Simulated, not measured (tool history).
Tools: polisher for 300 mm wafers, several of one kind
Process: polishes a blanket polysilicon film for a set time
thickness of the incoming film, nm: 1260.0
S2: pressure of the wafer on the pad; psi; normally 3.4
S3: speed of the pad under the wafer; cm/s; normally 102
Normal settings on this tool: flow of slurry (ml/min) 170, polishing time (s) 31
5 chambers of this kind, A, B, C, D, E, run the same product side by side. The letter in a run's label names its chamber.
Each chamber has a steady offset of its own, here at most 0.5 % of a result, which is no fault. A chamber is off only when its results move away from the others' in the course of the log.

Run 1D, hour 9.7: usual settings. Result: film removed (Å) 3255.7.
Run 2A, hour 20: usual settings. Result: film removed (Å) 3236.8.
At hour 29.2: chamber D: worn pad replaced by a new one.
Run 3B, hour 29.4: usual settings. Result: film removed (Å) 3325.3.
Run 4E, hour 37.7: usual settings. Result: film removed (Å) 3260.2.
At hour 38.6: chamber E: worn pad replaced by a new one.
At hour 44.3: chamber A: worn pad replaced by a new one.
At hour 44.5: chamber B: worn pad replaced by a new one.
At hour 45.1: chamber C: worn pad replaced by a new one.
Run 5C, hour 45.8: usual settings. Result: film removed (Å) 3258.1.
Run 6C, hour 51.9: usual settings. Result: film removed (Å) 3278.2.
Run 7E, hour 57.1: usual settings. Result: film removed (Å) 3263.6.
Run 8A, hour 62.3: usual settings. Result: film removed (Å) 3268.6.
Run 9B, hour 72.6: usual settings. Result: film removed (Å) 3243.4.
Run 10D, hour 81.3: usual settings. Result: film removed (Å) 3320.3.
Run 11A, hour 90.1: usual settings. Result: film removed (Å) 3242.1.
At hour 90.3: chamber A: slurry nozzle cleaned.
Run 12E, hour 95.7: usual settings. Result: film removed (Å) 3237.9.
At hour 96.6: chamber B: worn pad replaced by a new one.
At hour 97.3: chamber E: head pressure recalibrated.
At hour 99.4: chamber E: worn pad replaced by a new one.
Run 13D, hour 100.3: usual settings. Result: film removed (Å) 3268.
Run 14C, hour 107.9: usual settings. Result: film removed (Å) 3281.3.
At hour 112.9: chamber A: worn pad replaced by a new one.
Run 15B, hour 114.2: usual settings. Result: film removed (Å) 3270.9.
At hour 115.7: chamber C: worn pad replaced by a new one.
At hour 116.2: chamber D: worn pad replaced by a new one.
Run 16A, hour 120.7: usual settings. Result: film removed (Å) 3231.1.
Run 17C, hour 125.4: usual settings. Result: film removed (Å) 3284.9.
At hour 135.3: chamber E: slurry nozzle cleaned.
Run 18D, hour 135.4: usual settings. Result: film removed (Å) 3302.3.
Run 19E, hour 143: usual settings. Result: film removed (Å) 2963.4.
Run 20B, hour 150.1: usual settings. Result: film removed (Å) 3247.3.
At hour 153.5: chamber B: worn pad replaced by a new one.
At hour 155: chamber E: worn pad replaced by a new one.
Run 21D, hour 155.2: usual settings. Result: film removed (Å) 3267.3.
Run 22C, hour 162.1: usual settings. Result: film removed (Å) 3252.7.
Run 23B, hour 170.5: usual settings. Result: film removed (Å) 3235.
At hour 175.3: chamber C: worn pad replaced by a new one.
Run 24A, hour 175.5: usual settings. Result: film removed (Å) 3224.3.
At hour 183.2: chamber A: worn pad replaced by a new one.
Run 25E, hour 185.5: usual settings. Result: film removed (Å) 2970.9.
At hour 189.7: chamber D: worn pad replaced by a new one.
Run 26D, hour 191.6: usual settings. Result: film removed (Å) 3278.
Run 27C, hour 199.6: usual settings. Result: film removed (Å) 3283.3.
Run 28E, hour 205.2: usual settings. Result: film removed (Å) 2997.2.
At hour 207.2: chamber E: worn pad replaced by a new one.
Run 29B, hour 209.8: usual settings. Result: film removed (Å) 3224.7.
At hour 214.5: chamber B: worn pad replaced by a new one.
Run 30A, hour 219.9: usual settings. Result: film removed (Å) 3335.8.
Run 31A, hour 226.1: usual settings. Result: film removed (Å) 3260.1.
At hour 234.1: chamber C: worn pad replaced by a new one.
Run 32B, hour 236.4: usual settings. Result: film removed (Å) 3255.4.
Run 33C, hour 241.3: usual settings. Result: film removed (Å) 3289.9.
At hour 245.8: chamber A: worn pad replaced by a new one.
Run 34E, hour 251.7: usual settings. Result: film removed (Å) 2920.9.
Run 35D, hour 260.3: usual settings. Result: film removed (Å) 3254.
Run 36A, hour 267.2: usual settings. Result: film removed (Å) 3224.5.
At hour 272.5: chamber B: worn pad replaced by a new one.
Run 37B, hour 276.2: usual settings. Result: film removed (Å) 3243.
At hour 278.5: chamber D: worn pad replaced by a new one.
Run 38D, hour 286.4: usual settings. Result: film removed (Å) 3259.6.

The same settings go to every chamber for the next run, one line per chamber below. Forecast the results for each:
Run 39A, hour 293.9: usual settings. Result: film removed (Å) ?.
Run 39B, hour 293.9: usual settings. Result: film removed (Å) ?.
Run 39C, hour 293.9: usual settings. Result: film removed (Å) ?.
Run 39D, hour 293.9: usual settings. Result: film removed (Å) ?.
Run 39E, hour 293.9: usual settings. Result: film removed (Å) ?.

run  film removed (Å)
39A            3233.3
39B            3249.6
39C            3263.2
39D            3240.2
39E            2948.2
